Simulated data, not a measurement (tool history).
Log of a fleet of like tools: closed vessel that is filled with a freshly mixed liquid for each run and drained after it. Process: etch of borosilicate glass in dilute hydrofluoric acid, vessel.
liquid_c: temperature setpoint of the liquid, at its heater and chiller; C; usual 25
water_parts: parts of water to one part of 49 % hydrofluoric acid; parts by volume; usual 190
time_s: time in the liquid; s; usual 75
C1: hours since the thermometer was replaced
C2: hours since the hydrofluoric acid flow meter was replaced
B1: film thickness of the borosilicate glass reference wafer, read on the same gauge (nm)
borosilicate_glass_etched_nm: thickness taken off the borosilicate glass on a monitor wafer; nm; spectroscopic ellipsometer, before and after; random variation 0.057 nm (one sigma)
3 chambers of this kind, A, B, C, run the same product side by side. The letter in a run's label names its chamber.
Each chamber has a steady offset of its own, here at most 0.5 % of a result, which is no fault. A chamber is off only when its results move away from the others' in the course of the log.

Run 1A, day 0.467: usual settings; C1 1353.9; C2 689.1; B1 29.985. Result: borosilicate_glass_etched_nm 8.9116 nm.
Run 2C, day 0.950: usual settings; C1 1860.1; C2 400.2; B1 30.035. Result: borosilicate_glass_etched_nm 8.8741 nm.
Run 3B, day 1.479: usual settings; C1 522.6; C2 275.2; B1 29.967. Result: borosilicate_glass_etched_nm 8.8698 nm.
Run 4C, day 2.025: usual settings; C1 1885.9; C2 426.0; B1 29.975. Result: borosilicate_glass_etched_nm 8.9425 nm.
At day 2.192: chamber A: hydrofluoric acid flow meter replaced.
Run 5B, day 2.358: usual settings; C1 543.7; C2 296.3; B1 30.007. Result: borosilicate_glass_etched_nm 8.8474 nm.
Run 6A, day 2.733: usual settings but time_s 50 s; C1 1408.3; C2 13.0; B1 30.008. Result: borosilicate_glass_etched_nm 5.9473 nm.
Run 7A, day 3.025: usual settings but time_s 50 s; C1 1415.3; C2 20.0; B1 29.968. Result: borosilicate_glass_etched_nm 5.9694 nm.
Run 8C, day 3.592: usual settings but time_s 50 s; C1 1923.5; C2 463.6; B1 30.056. Result: borosilicate_glass_etched_nm 5.9636 nm.
Run 9B, day 3.950: usual settings; C1 581.9; C2 334.5; B1 29.988. Result: borosilicate_glass_etched_nm 8.9503 nm.
Run 10B, day 4.321: usual settings; C1 590.8; C2 343.4; B1 30.007. Result: borosilicate_glass_etched_nm 8.8974 nm.
Run 11A, day 4.808: usual settings; C1 1458.1; C2 62.8; B1 30.006. Result: borosilicate_glass_etched_nm 8.9562 nm.
Run 12C, day 5.346: usual settings but time_s 105 s; C1 1965.6; C2 505.7; B1 29.976. Result: borosilicate_glass_etched_nm 12.5990 nm.
Run 13C, day 5.596: usual settings but time_s 105 s; C1 1971.6; C2 511.7; B1 30.039. Result: borosilicate_glass_etched_nm 12.5670 nm.
Run 14B, day 6.108: usual settings but time_s 105 s; C1 633.7; C2 386.3; B1 29.997. Result: borosilicate_glass_etched_nm 12.3160 nm.
Run 15A, day 6.546: usual settings; C1 1499.8; C2 104.5; B1 30.005. Result: borosilicate_glass_etched_nm 8.8309 nm.
Run 16B, day 7.012: usual settings; C1 655.4; C2 408.0; B1 29.979. Result: borosilicate_glass_etched_nm 8.9295 nm.
Run 17A, day 7.296: usual settings; C1 1517.8; C2 122.5; B1 29.977. Result: borosilicate_glass_etched_nm 8.8364 nm.
Run 18C, day 7.729: usual settings; C1 2022.8; C2 562.9; B1 29.988. Result: borosilicate_glass_etched_nm 9.0848 nm.
Run 19A, day 8.183: usual settings; C1 1539.1; C2 143.8; B1 29.991. Result: borosilicate_glass_etched_nm 8.9039 nm.
Run 20C, day 8.683: usual settings; C1 2045.7; C2 585.8; B1 29.975. Result: borosilicate_glass_etched_nm 9.2778 nm.
Run 21B, day 9.000: usual settings; C1 703.1; C2 455.7; B1 29.988. Result: borosilicate_glass_etched_nm 8.9479 nm.
Run 22C, day 9.383: usual settings; C1 2062.5; C2 602.6; B1 30.011. Result: borosilicate_glass_etched_nm 9.1577 nm.
Run 23B, day 9.671: usual settings; C1 719.2; C2 471.8; B1 30.021. Result: borosilicate_glass_etched_nm 8.9577 nm.
Run 24A, day 10.083: usual settings but time_s 115 s; C1 1584.7; C2 189.4; B1 29.989. Result: borosilicate_glass_etched_nm 13.6200 nm.
Run 25A, day 10.454: usual settings but time_s 115 s; C1 1593.6; C2 198.3; B1 29.998. Result: borosilicate_glass_etched_nm 13.5250 nm.
Run 26C, day 10.783: usual settings but time_s 115 s; C1 2096.1; C2 636.2; B1 29.999. Result: borosilicate_glass_etched_nm 14.4030 nm.
Run 27B, day 11.075: usual settings; C1 752.9; C2 505.5; B1 29.992. Result: borosilicate_glass_etched_nm 8.8293 nm.
Run 28B, day 11.546: usual settings; C1 764.2; C2 516.8; B1 30.012. Result: borosilicate_glass_etched_nm 8.8380 nm.
Run 29C, day 11.817: usual settings; C1 2120.9; C2 661.0; B1 29.939. Result: borosilicate_glass_etched_nm 9.3162 nm.
Run 30A, day 12.204: usual settings; C1 1635.6; C2 240.3; B1 29.997. Result: borosilicate_glass_etched_nm 8.9126 nm.
Run 31C, day 12.546: usual settings; C1 2138.4; C2 678.5; B1 29.989. Result: borosilicate_glass_etched_nm 9.3963 nm.
Run 32A, day 13.029: usual settings; C1 1655.4; C2 260.1; B1 29.991. Result: borosilicate_glass_etched_nm 8.8557 nm.
Run 33B, day 13.321: usual settings; C1 806.8; C2 559.4; B1 29.987. Result: borosilicate_glass_etched_nm 9.0126 nm.
At day 13.400: chamber A: thermometer replaced.
Run 34C, day 13.675: usual settings; C1 2165.5; C2 705.6; B1 29.986. Result: borosilicate_glass_etched_nm 9.4457 nm.
Run 35A, day 14.196: usual settings; C1 19.1; C2 288.1; B1 30.012. Result: borosilicate_glass_etched_nm 8.7811 nm.
Run 36B, day 14.742: usual settings; C1 840.9; C2 593.5; B1 29.991. Result: borosilicate_glass_etched_nm 8.8800 nm.
Run 37C, day 15.267: usual settings; C1 2203.7; C2 743.8; B1 29.978. Result: borosilicate_glass_etched_nm 9.5885 nm.
Run 38A, day 15.700: usual settings; C1 55.2; C2 324.2; B1 30.007. Result: borosilicate_glass_etched_nm 8.9323 nm.
Run 39B, day 16.012: usual settings; C1 871.4; C2 624.0; B1 29.960. Result: borosilicate_glass_etched_nm 8.9364 nm.
Run 40B, day 16.442: usual settings; C1 881.7; C2 634.3; B1 30.003. Result: borosilicate_glass_etched_nm 8.9048 nm.

Next, every chamber runs the same settings. What will each give?
Run 41A, day 16.846: usual settings. Result: borosilicate_glass_etched_nm ?.
Run 41B, day 16.846: usual settings. Result: borosilicate_glass_etched_nm ?.
Run 41C, day 16.846: usual settings. Result: borosilicate_glass_etched_nm ?.

run  borosilicate_glass_etched_nm
41A                        8.9001
41B                        9.0251
41C                        9.7037
